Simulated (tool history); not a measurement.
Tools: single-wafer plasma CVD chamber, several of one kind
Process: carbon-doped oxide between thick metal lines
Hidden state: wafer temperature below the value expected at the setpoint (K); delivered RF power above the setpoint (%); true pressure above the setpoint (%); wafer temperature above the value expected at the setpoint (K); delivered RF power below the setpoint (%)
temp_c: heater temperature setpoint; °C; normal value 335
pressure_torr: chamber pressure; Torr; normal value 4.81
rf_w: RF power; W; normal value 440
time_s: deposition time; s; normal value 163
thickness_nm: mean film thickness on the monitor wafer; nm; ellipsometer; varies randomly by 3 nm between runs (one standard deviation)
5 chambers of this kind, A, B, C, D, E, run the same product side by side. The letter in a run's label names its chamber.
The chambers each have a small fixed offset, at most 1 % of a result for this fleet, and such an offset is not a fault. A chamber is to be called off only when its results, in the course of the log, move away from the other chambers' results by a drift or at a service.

run	hour	temp_c	pressure_torr	rf_w	time_s	hours since the last thermocouple change	hours since the last RF generator calibration	hours since the last manometer calibration	read-back reference wafer on the same gauge, thickness_nm	thickness_nm
1D	8.8	335	4.81	440	163	1871	2165.7	485.5	636.86	784.97
2E	19.7	335	4.81	440	163	141.9	293.5	1419.8	637.2	783.52
# hour 25.8: chamber D: RF generator calibrated
3A	29.4	335	4.81	440	163	1271.5	982.8	662.5	636.65	783.59
4B	40.4	335	4.81	440	163	2345.9	818.1	1238.1	637.37	776.83
5C	47.2	335	4.81	440	163	325	333.2	1381.4	636.92	776.03
6A	56.7	335	4.81	440	163	1298.8	1010.1	689.8	637.11	780.17
7E	65.1	335	4.81	440	163	187.3	338.9	1465.2	636.74	777.66
8D	74.5	335	4.81	440	163	1936.7	48.8	551.2	637.56	778.85
9C	84.4	335	4.81	440	163	362.2	370.4	1418.6	636.56	776.32
10B	93.5	335	4.81	495	144	2399	871.2	1291.2	636.55	742.42
11E	103.4	335	4.81	495	144	225.6	377.2	1503.5	636.92	750.88
12A	110.1	335	4.81	495	144	1352.2	1063.5	743.2	637.19	750.08
13C	118.6	335	4.81	495	144	396.4	404.6	1452.8	636.94	738.39
14D	130	335	4.81	495	144	1992.2	104.3	606.7	636.72	750.16
15B	135.1	335	4.81	440	163	2440.6	912.8	1332.8	636.71	776.83
16C	146.6	335	4.81	440	163	424.4	432.6	1480.8	637.19	773.24
17D	154.9	326	4.81	440	163	2017.1	129.2	631.6	637.75	809.05
18A	165.6	326	4.81	440	163	1407.7	1119	798.7	637.25	804.83
19B	170.9	326	4.81	440	163	2476.4	948.6	1368.6	637.22	799.39
# hour 175.6: chamber C: capacitance manometer re-zeroed and calibrated
20E	181.9	326	4.81	440	163	304.1	455.7	1582	637.13	809.78
21B	193.3	326	4.81	440	163	2498.8	971	1391	636.45	794.41
22E	202.3	335	4.81	440	163	324.5	476.1	1602.4	637.76	785.4
23A	213.6	335	4.81	440	163	1455.7	1167	846.7	637.38	778.56
24D	223.7	335	4.81	440	163	2085.9	198	700.4	637.1	783.6
25C	229.4	335	4.81	440	163	507.2	515.4	53.9	637.61	762.85
26C	239.1	335	4.81	440	163	516.9	525.1	63.6	636.68	762.63
27E	246.8	335	4.34	515	163	369	520.6	1646.9	637.23	854.96
28B	258	335	4.34	515	163	2563.5	1035.7	1455.7	636.68	842.16
29A	264.1	335	4.34	515	163	1506.2	1217.5	897.2	637.37	853.7
30D	272.2	335	4.34	515	163	2134.4	246.5	748.9	636.88	853.28
31E	282.6	335	4.34	515	163	404.8	556.4	1682.7	637.51	851.55
32D	288.5	335	4.81	440	163	2150.7	262.8	765.2	637.15	785.52
33B	299.4	335	4.81	440	163	2604.9	1077.1	1497.1	636.39	777.94

Next, all 5 chambers run the settings below, one line each with question marks for the results. What does each chamber give?
34A	307.7	335	4.81	370	163					?
34B	307.7	335	4.81	370	163					?
34C	307.7	335	4.81	370	163					?
34D	307.7	335	4.81	370	163					?
34E	307.7	335	4.81	370	163					?

run	thickness_nm
34A	689.37
34B	680.7
34C	664.54
34D	688.95
34E	691.38
